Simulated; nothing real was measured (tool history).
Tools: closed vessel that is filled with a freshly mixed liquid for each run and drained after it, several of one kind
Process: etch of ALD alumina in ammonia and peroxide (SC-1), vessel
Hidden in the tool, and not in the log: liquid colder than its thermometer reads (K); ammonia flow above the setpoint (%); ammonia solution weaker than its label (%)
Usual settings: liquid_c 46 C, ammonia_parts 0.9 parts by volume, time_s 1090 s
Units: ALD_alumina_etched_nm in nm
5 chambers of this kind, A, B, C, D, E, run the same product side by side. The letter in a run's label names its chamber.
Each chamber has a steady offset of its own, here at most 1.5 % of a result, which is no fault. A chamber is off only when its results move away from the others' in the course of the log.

run	hour	liquid_c	ammonia_parts	time_s	hours since the thermometer was replaced	hours since the ammonia flow meter was replaced	hours since the drum of ammonia solution was connected	read-back film thickness of the ALD alumina reference wafer, read on the same gauge (nm)	ALD_alumina_etched_nm
1B	4.8	46	0.9	1090	203.5	685.8	1074.5	69.977	42.611
2C	8.9	46	0.9	1090	2100.2	1617	695.8	69.975	42.561
3A	14.2	46	0.9	1090	3085.3	1161.5	273.4	70.012	42.573
4E	19.2	46	0.9	1090	70	839.3	195.3	70.012	41.93
5D	23.7	46	0.9	1090	912.3	1016.3	54.8	69.951	42.547
# hour 29.6: chamber A: thermometer replaced
6E	30.9	46	0.9	1090	81.7	851	207	70.004	42.154
7D	37.8	46	0.9	1090	926.4	1030.4	68.9	70.01	42.166
# hour 43.7: chamber B: new drum of ammonia solution connected
8C	43.8	46	0.9	1090	2135.1	1651.9	730.7	69.965	42.604
9B	48.3	46	0.9	1090	247	729.3	4.6	70.013	42.86
10A	55.7	46	0.9	1090	26.2	1203	314.9	70.01	42.47
11C	59.1	46	0.9	1090	2150.4	1667.2	746	70.005	42.592
12E	65.6	55.5	0.9	1090	116.4	885.7	241.7	70.013	70.191
13A	70.1	55.5	0.9	1090	40.6	1217.4	329.3	69.992	71.134
14D	74.3	55.5	0.9	1090	962.9	1066.9	105.4	70.011	71.814
15B	78.1	55.5	0.9	1090	276.8	759.1	34.4	70.013	72.023
16A	85.1	55.5	0.9	1090	55.6	1232.4	344.3	70.017	71.567
# hour 88.6: chamber C: new drum of ammonia solution connected
17D	89.1	46	0.9	1090	977.7	1081.7	120.2	69.999	42.331
18C	94.5	46	0.9	1090	2185.8	1702.6	5.9	69.973	42.469
19B	98.3	46	0.9	1090	297	779.3	54.6	70.022	42.639
20E	104.6	46	0.9	1090	155.4	924.7	280.7	69.959	41.938
21D	108.7	46	0.9	1090	997.3	1101.3	139.8	70.018	42.596
22E	113.6	46	0.9	1090	164.4	933.7	289.7	70.012	41.957
23C	118.9	46	0.9	1090	2210.2	1727	30.3	70.025	42.651
24B	124.6	40	0.9	1090	323.3	805.6	80.9	70.025	30.18
25A	130.8	40	0.9	1090	101.3	1278.1	390	69.993	30.13
26D	134.8	40	0.9	1090	1023.4	1127.4	165.9	69.98	29.961
27B	141.4	40	0.9	1090	340.1	822.4	97.7	69.996	29.938
28E	145.5	40	0.9	1090	196.3	965.6	321.6	70.024	29.734
29A	151	46	0.9	1090	121.5	1298.3	410.2	69.992	42.499
30C	154.9	46	0.9	1090	2246.2	1763	66.3	69.987	42.667
31A	161.5	46	0.9	1090	132	1308.8	420.7	69.999	42.502
# hour 165.7: chamber B: ammonia flow meter replaced
32E	168.9	46	0.6	615	219.7	989	345	69.998	22.796
33D	173.4	46	0.6	615	1062	1166	204.5	70.035	23.143
34B	180	46	0.6	615	378.7	14.3	136.3	69.994	23.217

What goes on in this fleet: one chamber off, a drifting gauge, or nothing beyond the chambers' own small offsets? Name the chamber and the cause, if any.

No chamber stands off beyond its own small offset, and the gauge holds steady.
